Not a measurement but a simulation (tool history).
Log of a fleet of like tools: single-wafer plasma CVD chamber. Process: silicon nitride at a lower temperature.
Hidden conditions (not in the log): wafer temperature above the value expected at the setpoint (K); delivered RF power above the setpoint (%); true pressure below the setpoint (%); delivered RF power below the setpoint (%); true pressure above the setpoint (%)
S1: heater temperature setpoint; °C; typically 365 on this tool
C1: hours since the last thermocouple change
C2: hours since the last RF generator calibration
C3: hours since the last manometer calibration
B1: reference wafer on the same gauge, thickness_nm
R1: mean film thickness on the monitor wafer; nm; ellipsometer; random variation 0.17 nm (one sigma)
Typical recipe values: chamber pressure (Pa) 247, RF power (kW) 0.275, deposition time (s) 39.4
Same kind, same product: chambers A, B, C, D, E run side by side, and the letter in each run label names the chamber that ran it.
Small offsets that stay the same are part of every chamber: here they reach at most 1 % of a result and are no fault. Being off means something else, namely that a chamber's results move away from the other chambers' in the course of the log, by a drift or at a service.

Run 1C, hour 4.8: usual settings; C1 455.6; C2 80.6; C3 191.5; B1 45.636. Result: R1 45.027 nm.
Run 2E, hour 8.8: usual settings; C1 1328.4; C2 434.9; C3 290.7; B1 45.555. Result: R1 45.196 nm.
Run 3A, hour 12.3: usual settings; C1 565.3; C2 2536.6; C3 2412.9; B1 45.56. Result: R1 45.445 nm.
Run 4D, hour 19: usual settings; C1 114.5; C2 499.8; C3 840.2; B1 45.603. Result: R1 44.548 nm.
Run 5B, hour 24.6: usual settings; C1 1518.1; C2 743.7; C3 620.6; B1 45.627. Result: R1 44.753 nm.
Run 6C, hour 29.4: usual settings; C1 480.2; C2 105.2; C3 216.1; B1 45.625. Result: R1 45.079 nm.
Run 7A, hour 34.1: usual settings but S1 379 °C, RF power (kW) 0.31; C1 587.1; C2 2558.4; C3 2434.7; B1 45.654. Result: R1 49.009 nm.
Run 8D, hour 41.2: usual settings but S1 379 °C, RF power (kW) 0.31; C1 136.7; C2 522; C3 862.4; B1 45.616. Result: R1 48.125 nm.
Run 9B, hour 47.4: usual settings but S1 379 °C, RF power (kW) 0.31; C1 1540.9; C2 766.5; C3 643.4; B1 45.642. Result: R1 48.371 nm.
Run 10E, hour 52.4: usual settings but S1 379 °C, RF power (kW) 0.31; C1 1372; C2 478.5; C3 334.3; B1 45.612. Result: R1 48.858 nm.
Run 11D, hour 56: usual settings but S1 379 °C, RF power (kW) 0.31; C1 151.5; C2 536.8; C3 877.2; B1 45.602. Result: R1 48.632 nm.
Run 12C, hour 59.8: usual settings but S1 350 °C, RF power (kW) 0.3; C1 510.6; C2 135.6; C3 246.5; B1 45.617. Result: R1 48.111 nm.
Run 13A, hour 66.6: usual settings but S1 350 °C, RF power (kW) 0.3; C1 619.6; C2 2590.9; C3 2467.2; B1 45.612. Result: R1 48.568 nm.
At hour 68.3: chamber A: RF generator calibrated.
Run 14B, hour 73.6: usual settings but S1 350 °C, RF power (kW) 0.3; C1 1567.1; C2 792.7; C3 669.6; B1 45.583. Result: R1 47.673 nm.
Run 15E, hour 78.3: usual settings but S1 350 °C, RF power (kW) 0.3; C1 1397.9; C2 504.4; C3 360.2; B1 45.584. Result: R1 47.842 nm.
Run 16A, hour 84.2: usual settings but S1 350 °C, RF power (kW) 0.3; C1 637.2; C2 15.9; C3 2484.8; B1 45.594. Result: R1 48.578 nm.
Run 17B, hour 89.1: usual settings but deposition time (s) 47.1; C1 1582.6; C2 808.2; C3 685.1; B1 45.608. Result: R1 53.304 nm.
Run 18C, hour 93.5: usual settings but deposition time (s) 47.1; C1 544.3; C2 169.3; C3 280.2; B1 45.578. Result: R1 54.081 nm.
Run 19E, hour 98: usual settings but deposition time (s) 47.1; C1 1417.6; C2 524.1; C3 379.9; B1 45.594. Result: R1 53.922 nm.
Run 20D, hour 103.2: usual settings but deposition time (s) 47.1; C1 198.7; C2 584; C3 924.4; B1 45.593. Result: R1 53.641 nm.
Run 21D, hour 109.3: usual settings but deposition time (s) 47.1; C1 204.8; C2 590.1; C3 930.5; B1 45.63. Result: R1 53.93 nm.
Run 22B, hour 112.5: usual settings; C1 1606; C2 831.6; C3 708.5; B1 45.583. Result: R1 44.777 nm.
Run 23C, hour 116: usual settings; C1 566.8; C2 191.8; C3 302.7; B1 45.575. Result: R1 44.971 nm.
Run 24E, hour 120.2: usual settings; C1 1439.8; C2 546.3; C3 402.1; B1 45.578. Result: R1 45.154 nm.
Run 25A, hour 125.2: usual settings; C1 678.2; C2 56.9; C3 2525.8; B1 45.626. Result: R1 45.374 nm.
Run 26C, hour 129.5: usual settings but S1 380 °C; C1 580.3; C2 205.3; C3 316.2; B1 45.585. Result: R1 45.044 nm.
Run 27B, hour 135.3: usual settings but S1 380 °C; C1 1628.8; C2 854.4; C3 731.3; B1 45.603. Result: R1 44.641 nm.
Run 28E, hour 141.3: usual settings but S1 380 °C; C1 1460.9; C2 567.4; C3 423.2; B1 45.604. Result: R1 44.888 nm.
Run 29D, hour 145.8: usual settings but S1 380 °C; C1 241.3; C2 626.6; C3 967; B1 45.603. Result: R1 44.241 nm.
Run 30A, hour 149.3: usual settings but S1 380 °C; C1 702.3; C2 81; C3 2549.9; B1 45.586. Result: R1 45.418 nm.

Which is it: a chamber that has drifted or been left off by a service, a gauge drift common to all chambers, or only each chamber's usual small offset? If a chamber is off, name it and its likeliest cause.

All chambers stay in line apart from their small fixed offsets, and the gauge does not drift.
